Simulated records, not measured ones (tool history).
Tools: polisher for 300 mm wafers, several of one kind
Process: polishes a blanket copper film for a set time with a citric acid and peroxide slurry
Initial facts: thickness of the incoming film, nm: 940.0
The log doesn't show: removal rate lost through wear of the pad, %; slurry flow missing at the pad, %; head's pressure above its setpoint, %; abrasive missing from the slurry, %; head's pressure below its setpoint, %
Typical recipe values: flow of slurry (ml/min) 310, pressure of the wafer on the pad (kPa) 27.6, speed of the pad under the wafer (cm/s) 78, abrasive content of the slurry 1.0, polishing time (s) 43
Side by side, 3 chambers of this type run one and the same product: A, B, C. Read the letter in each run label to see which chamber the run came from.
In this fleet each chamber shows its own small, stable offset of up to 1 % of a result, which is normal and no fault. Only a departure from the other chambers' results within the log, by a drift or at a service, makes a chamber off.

| run | day | flow of slurry (ml/min) | pressure of the wafer on the pad (kPa) | speed of the pad under the wafer (cm/s) | abrasive content of the slurry | polishing time (s) | wafers polished on this pad | hours since the slurry nozzle was cleaned | hours since the head pressure was calibrated | hours since the slurry blender was calibrated | film removed (Å) |
|---|---|---|---|---|---|---|---|---|---|---|---|
|  | 0.171 | chamber C: slurry blender recalibrated |
| 1A | 0.538 | 310 | 27.6 | 78 | 1.0 | 43 | 759 | 332.1 | 109.8 | 508.9 | 1045.20 |
|  | 0.788 | chamber C: worn pad replaced by a new one |
|  | 0.996 | chamber A: slurry blender recalibrated |
| 2B | 1.054 | 310 | 27.6 | 78 | 1.0 | 43 | 863 | 144.5 | 1038.3 | 78.2 | 1039.30 |
| 3C | 1.683 | 310 | 27.6 | 78 | 1.0 | 43 | 335 | 286.5 | 488.1 | 36.4 | 1037.40 |
|  | 1.829 | chamber A: worn pad replaced by a new one |
| 4A | 2.038 | 310 | 27.6 | 78 | 1.0 | 43 | 78 | 368.1 | 145.8 | 25.0 | 1061.00 |
| 5C | 2.404 | 310 | 27.6 | 78 | 1.0 | 43 | 604 | 303.8 | 505.4 | 53.7 | 1031.00 |
|  | 2.429 | chamber B: worn pad replaced by a new one |
| 6B | 2.771 | 310 | 27.6 | 78 | 1.0 | 43 | 129 | 185.7 | 1079.5 | 119.4 | 1034.80 |
| 7C | 3.267 | 310 | 27.6 | 78 | 1.0 | 43 | 926 | 324.5 | 526.1 | 74.4 | 1045.40 |
|  | 3.442 | chamber C: worn pad replaced by a new one |
| 8B | 3.933 | 310 | 22.8 | 78 | 0.9 | 43 | 563 | 213.6 | 1107.4 | 147.3 | 830.45 |
| 9A | 4.617 | 310 | 22.8 | 78 | 0.9 | 43 | 1042 | 430.0 | 207.7 | 86.9 | 841.01 |
| 10A | 4.979 | 310 | 22.8 | 78 | 0.9 | 43 | 1177 | 438.7 | 216.4 | 95.6 | 844.56 |
|  | 5.254 | chamber B: head pressure recalibrated |
|  | 5.379 | chamber A: worn pad replaced by a new one |
| 11B | 5.621 | 310 | 27.6 | 78 | 1.0 | 43 | 1193 | 254.1 | 8.9 | 187.8 | 928.50 |
| 12C | 6.021 | 310 | 27.6 | 78 | 1.0 | 43 | 964 | 390.6 | 592.2 | 140.5 | 1041.30 |
|  | 6.175 | chamber C: worn pad replaced by a new one |
| 13A | 6.488 | 310 | 27.6 | 78 | 1.0 | 43 | 414 | 474.9 | 252.6 | 131.8 | 1058.50 |
|  | 6.808 | chamber B: worn pad replaced by a new one |
| 14B | 6.996 | 310 | 27.6 | 78 | 1.0 | 43 | 71 | 287.1 | 41.9 | 220.8 | 938.19 |
| 15C | 7.600 | 310 | 27.6 | 78 | 1.0 | 43 | 533 | 428.5 | 630.1 | 178.4 | 1043.60 |
|  | 7.817 | chamber C: slurry nozzle cleaned |
| 16B | 8.238 | 310 | 20.0 | 58 | 1.0 | 43 | 535 | 316.9 | 71.7 | 250.6 | 509.40 |
| 17C | 8.871 | 310 | 20.0 | 58 | 1.0 | 43 | 1007 | 25.3 | 660.6 | 208.9 | 564.10 |
|  | 8.933 | chamber C: worn pad replaced by a new one |
|  | 8.992 | chamber A: worn pad replaced by a new one |
| 18A | 9.408 | 310 | 20.0 | 58 | 1.0 | 43 | 156 | 545.0 | 322.7 | 201.9 | 571.50 |
| 19B | 9.721 | 310 | 27.6 | 78 | 1.0 | 43 | 1089 | 352.5 | 107.3 | 286.2 | 938.31 |
| 20A | 10.071 | 310 | 27.6 | 78 | 1.0 | 43 | 404 | 560.9 | 338.6 | 217.8 | 1041.00 |
|  | 10.400 | chamber B: worn pad replaced by a new one |
| 21C | 10.575 | 310 | 27.6 | 78 | 1.0 | 43 | 613 | 66.2 | 701.5 | 249.8 | 1034.40 |
| 22A | 11.108 | 310 | 27.6 | 78 | 1.0 | 43 | 791 | 585.8 | 363.5 | 242.7 | 1057.40 |
|  | 11.471 | chamber C: worn pad replaced by a new one |
| 23B | 11.783 | 310 | 27.6 | 78 | 1.0 | 43 | 517 | 402.0 | 156.8 | 335.7 | 918.18 |
| 24C | 12.117 | 310 | 27.6 | 78 | 1.0 | 43 | 241 | 103.2 | 738.5 | 286.8 | 1033.10 |

All chambers now run identical settings, listed one chamber a line with results as question marks. What results will each chamber show?
| 25A | 12.608 | 310 | 35.2 | 78 | 1.0 | 43 |  |  |  |  | ? |
| 25B | 12.608 | 310 | 35.2 | 78 | 1.0 | 43 |  |  |  |  | ? |
| 25C | 12.608 | 310 | 35.2 | 78 | 1.0 | 43 |  |  |  |  | ? |

| run | film removed (Å) |
|---|---|
| 25A | 1334.30 |
| 25B | 1178.70 |
| 25C | 1334.40 |
